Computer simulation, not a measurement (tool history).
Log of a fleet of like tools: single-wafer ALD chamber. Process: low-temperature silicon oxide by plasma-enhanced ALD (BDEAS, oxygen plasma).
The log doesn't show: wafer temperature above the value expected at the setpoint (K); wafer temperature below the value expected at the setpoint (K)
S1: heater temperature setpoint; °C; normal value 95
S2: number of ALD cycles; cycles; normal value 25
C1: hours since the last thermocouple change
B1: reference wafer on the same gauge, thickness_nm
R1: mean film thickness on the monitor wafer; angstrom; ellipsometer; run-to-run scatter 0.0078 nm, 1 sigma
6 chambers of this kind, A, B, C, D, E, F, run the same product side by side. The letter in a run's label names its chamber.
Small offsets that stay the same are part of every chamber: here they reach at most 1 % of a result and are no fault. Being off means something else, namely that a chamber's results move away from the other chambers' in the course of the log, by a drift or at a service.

{"run": "1B", "hour": 4.8, "S1": 95, "S2": 25, "C1": 600.9, "B1": 3.2506, "R1": 36.485}
{"run": "2F", "hour": 8.2, "S1": 95, "S2": 25, "C1": 430.7, "B1": 3.2489, "R1": 36.173}
{"run": "3A", "hour": 12.1, "S1": 95, "S2": 25, "C1": 313.0, "B1": 3.2499, "R1": 36.034}
{"run": "4C", "hour": 15.5, "S1": 95, "S2": 25, "C1": 966.6, "B1": 3.2527, "R1": 36.269}
{"run": "5D", "hour": 19.9, "S1": 95, "S2": 25, "C1": 750.6, "B1": 3.2498, "R1": 36.58}
{"run": "6E", "hour": 22.4, "S1": 95, "S2": 25, "C1": 372.9, "B1": 3.2514, "R1": 36.478}
{"run": "7B", "hour": 27.0, "S1": 95, "S2": 25, "C1": 623.1, "B1": 3.2503, "R1": 36.476}
{"run": "8E", "hour": 30.6, "S1": 95, "S2": 25, "C1": 381.1, "B1": 3.2483, "R1": 36.431}
{"run": "9F", "hour": 33.0, "S1": 95, "S2": 25, "C1": 455.5, "B1": 3.2496, "R1": 36.203}
{"run": "10D", "hour": 37.2, "S1": 95, "S2": 25, "C1": 767.9, "B1": 3.2499, "R1": 36.644}
{"run": "11C", "hour": 41.4, "S1": 95, "S2": 25, "C1": 992.5, "B1": 3.2494, "R1": 36.181}
{"run": "12A", "hour": 44.0, "S1": 95, "S2": 25, "C1": 344.9, "B1": 3.2501, "R1": 35.808}
{"run": "13A", "hour": 46.4, "S1": 95, "S2": 25, "C1": 347.3, "B1": 3.2509, "R1": 36.057}
{"run": "14D", "hour": 50.6, "S1": 95, "S2": 25, "C1": 781.3, "B1": 3.2522, "R1": 36.525}
{"run": "15B", "hour": 53.6, "S1": 95, "S2": 25, "C1": 649.7, "B1": 3.2488, "R1": 36.58}
{"run": "16F", "hour": 56.3, "S1": 95, "S2": 25, "C1": 478.8, "B1": 3.2492, "R1": 36.222}
{"run": "17C", "hour": 58.6, "S1": 95, "S2": 23, "C1": 1009.7, "B1": 3.2498, "R1": 33.462}
{"run": "18E", "hour": 63.4, "S1": 95, "S2": 23, "C1": 413.9, "B1": 3.2492, "R1": 33.46}
{"run": "19A", "hour": 67.8, "S1": 95, "S2": 23, "C1": 368.7, "B1": 3.2497, "R1": 32.948}
{"run": "20B", "hour": 70.7, "S1": 95, "S2": 23, "C1": 666.8, "B1": 3.2493, "R1": 33.705}
{"run": "21C", "hour": 74.4, "S1": 95, "S2": 23, "C1": 1025.5, "B1": 3.2505, "R1": 33.333}
{"run": "22F", "hour": 77.9, "S1": 95, "S2": 23, "C1": 500.4, "B1": 3.2492, "R1": 33.328}
{"run": "23D", "hour": 80.3, "S1": 95, "S2": 25, "C1": 811.0, "B1": 3.2508, "R1": 36.742}
{"run": "24E", "hour": 83.9, "S1": 95, "S2": 25, "C1": 434.4, "B1": 3.2485, "R1": 36.405}
{"run": "25C", "hour": 88.4, "S1": 95, "S2": 25, "C1": 1039.5, "B1": 3.2514, "R1": 36.379}
{"run": "26D", "hour": 90.8, "S1": 95, "S2": 25, "C1": 821.5, "B1": 3.2505, "R1": 36.623}
{"run": "27A", "hour": 94.7, "S1": 95, "S2": 25, "C1": 395.6, "B1": 3.2505, "R1": 35.943}
{"run": "28B", "hour": 97.1, "S1": 95, "S2": 25, "C1": 693.2, "B1": 3.2501, "R1": 36.927}
{"run": "29F", "hour": 101.1, "S1": 95, "S2": 20, "C1": 523.6, "B1": 3.2495, "R1": 29.056}
{"run": "30E", "hour": 104.4, "S1": 95, "S2": 20, "C1": 454.9, "B1": 3.2511, "R1": 29.151}
{"run": "31C", "hour": 108.7, "S1": 95, "S2": 20, "C1": 1059.8, "B1": 3.2506, "R1": 29.032}
{"run": "32E", "hour": 111.1, "S1": 95, "S2": 20, "C1": 461.6, "B1": 3.2489, "R1": 29.192}
{"run": "33B", "hour": 113.4, "S1": 95, "S2": 20, "C1": 709.5, "B1": 3.2494, "R1": 29.511}
{"run": "34F", "hour": 116.7, "S1": 95, "S2": 20, "C1": 539.2, "B1": 3.2502, "R1": 28.989}
{"run": "35A", "hour": 120.6, "S1": 95, "S2": 25, "C1": 421.5, "B1": 3.2495, "R1": 35.934}
{"run": "36D", "hour": 124.7, "S1": 95, "S2": 25, "C1": 855.4, "B1": 3.2504, "R1": 36.568}
{"run": "37C", "hour": 128.7, "S1": 95, "S2": 25, "C1": 1079.8, "B1": 3.2503, "R1": 36.179}
{"run": "38B", "hour": 132.1, "S1": 95, "S2": 25, "C1": 728.2, "B1": 3.2498, "R1": 37.129}
{"run": "39F", "hour": 136.8, "S1": 95, "S2": 25, "C1": 559.3, "B1": 3.2502, "R1": 36.275}
{"run": "40D", "hour": 141.0, "S1": 95, "S2": 25, "C1": 871.7, "B1": 3.2486, "R1": 36.59}

For the next run the whole fleet of 6 chambers uses the same settings. Give each chamber's results:
{"run": "41A", "hour": 144.5, "S1": 87, "S2": 25, "R1": "?"}
{"run": "41B", "hour": 144.5, "S1": 87, "S2": 25, "R1": "?"}
{"run": "41C", "hour": 144.5, "S1": 87, "S2": 25, "R1": "?"}
{"run": "41D", "hour": 144.5, "S1": 87, "S2": 25, "R1": "?"}
{"run": "41E", "hour": 144.5, "S1": 87, "S2": 25, "R1": "?"}
{"run": "41F", "hour": 144.5, "S1": 87, "S2": 25, "R1": "?"}

run=41A R1=37.036
run=41B R1=38.297
run=41C R1=37.278
run=41D R1=37.541
run=41E R1=37.586
run=41F R1=37.220
